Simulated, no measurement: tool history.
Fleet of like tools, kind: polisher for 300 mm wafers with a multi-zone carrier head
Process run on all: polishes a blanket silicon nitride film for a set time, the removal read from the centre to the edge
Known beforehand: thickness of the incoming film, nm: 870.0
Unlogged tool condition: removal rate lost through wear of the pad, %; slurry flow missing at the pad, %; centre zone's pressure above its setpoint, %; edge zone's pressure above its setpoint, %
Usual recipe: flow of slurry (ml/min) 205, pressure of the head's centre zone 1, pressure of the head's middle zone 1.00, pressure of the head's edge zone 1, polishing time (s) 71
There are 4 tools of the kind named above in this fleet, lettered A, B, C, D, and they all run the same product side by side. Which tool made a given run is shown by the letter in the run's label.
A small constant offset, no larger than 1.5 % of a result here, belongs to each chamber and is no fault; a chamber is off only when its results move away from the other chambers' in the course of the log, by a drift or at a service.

run,hour,flow of slurry (ml/min),pressure of the head's centre zone,pressure of the head's middle zone,pressure of the head's edge zone,polishing time (s),wafers polished on this pad,hours since the slurry nozzle was cleaned,hours since the centre zone pressure was calibrated,hours since the edge zone pressure was calibrated,film removed at the wafer's centre (nm),film removed at mid-radius (nm),film removed at the wafer's edge (nm)
# hour 0.4: chamber C: worn pad replaced by a new one
1D,5.3,205,1,1.00,1,71,650,240.9,146.8,133.3,122.50,119.78,118.14
2A,9.8,205,1,1.00,1,71,148,118.0,52.1,230.7,117.43,118.72,116.85
3B,15.1,205,1,1.00,1,71,549,117.9,553.4,1066.5,118.39,117.28,121.01
# hour 16.2: chamber C: slurry nozzle cleaned
# hour 18.5: chamber D: worn pad replaced by a new one
4C,21.1,205,1,1.00,1,71,143,4.9,1350.6,183.5,120.46,122.03,117.80
5A,25.5,205,1,1.00,1,71,257,133.7,67.8,246.4,119.63,119.38,117.14
6C,28.5,205,1,1.00,1,71,195,12.3,1358.0,190.9,118.29,121.11,117.31
7D,32.8,205,1,1.00,1,71,99,268.4,174.3,160.8,119.94,118.84,122.92
8B,37.5,205,1,1.00,1,71,704,140.3,575.8,1088.9,119.53,117.80,114.28
9B,41.1,205,1,1.00,1,71,729,143.9,579.4,1092.5,117.54,117.42,117.16
10C,46.9,205,1,0.89,1,71,322,30.7,1376.4,209.3,120.97,108.52,118.13
# hour 49.2: chamber B: worn pad replaced by a new one
11A,50.7,205,1,0.89,1,71,431,158.9,93.0,271.6,119.91,107.53,118.79
12D,54.0,205,1,0.89,1,71,246,289.6,195.5,182.0,120.47,106.60,122.85
13A,59.4,205,1,0.89,1,71,492,167.6,101.7,280.3,120.06,107.16,116.89
14C,63.3,205,1,1.00,1,71,436,47.1,1392.8,225.7,119.64,118.74,117.75
15D,67.3,205,1,1.00,1,71,338,302.9,208.8,195.3,119.16,118.12,118.75
# hour 69.5: chamber A: worn pad replaced by a new one
16B,70.6,205,1,1.07,1,71,149,173.4,608.9,1122.0,115.13,122.96,110.77
17D,75.3,205,1,1.07,1,71,394,310.9,216.8,203.3,119.39,123.79,120.01
18C,80.5,205,1,1.07,1,71,555,64.3,1410.0,242.9,121.04,128.28,118.29
# hour 85.1: chamber B: edge zone pressure recalibrated
19A,86.3,205,1,1.07,1,71,117,194.5,128.6,307.2,117.97,127.88,117.88
20B,92.6,205,1,1.00,1,71,301,195.4,630.9,7.5,113.47,114.94,116.17
21A,97.6,205,1,1.00,1,71,195,205.8,139.9,318.5,120.28,117.42,117.70
22D,100.7,205,1,1.00,1,71,570,336.3,242.2,228.7,121.16,120.08,121.43
23B,104.3,205,1,1.00,1,71,382,207.1,642.6,19.2,111.82,113.73,110.98
24C,107.8,205,1,1.00,1,71,744,91.6,1437.3,270.2,121.51,117.10,116.35
25B,110.6,205,1,1.00,1,71,426,213.4,648.9,25.5,112.21,116.18,111.46
26D,116.4,205,1,1.00,1,71,679,352.0,257.9,244.4,121.39,120.06,118.95
27C,122.8,205,1,1.00,1,71,848,106.6,1452.3,285.2,120.44,119.81,116.40

Predict what each chamber gives when all 4 of them run the settings below next.
28A,127.4,205,1,1.00,1,71,,,,,?,?,?
28B,127.4,205,1,1.00,1,71,,,,,?,?,?
28C,127.4,205,1,1.00,1,71,,,,,?,?,?
28D,127.4,205,1,1.00,1,71,,,,,?,?,?

run,film removed at the wafer's centre (nm),film removed at mid-radius (nm),film removed at the wafer's edge (nm)
28A,118.91,117.76,118.66
28B,108.72,109.00,112.00
28C,122.36,120.77,118.97
28D,121.92,118.58,119.16
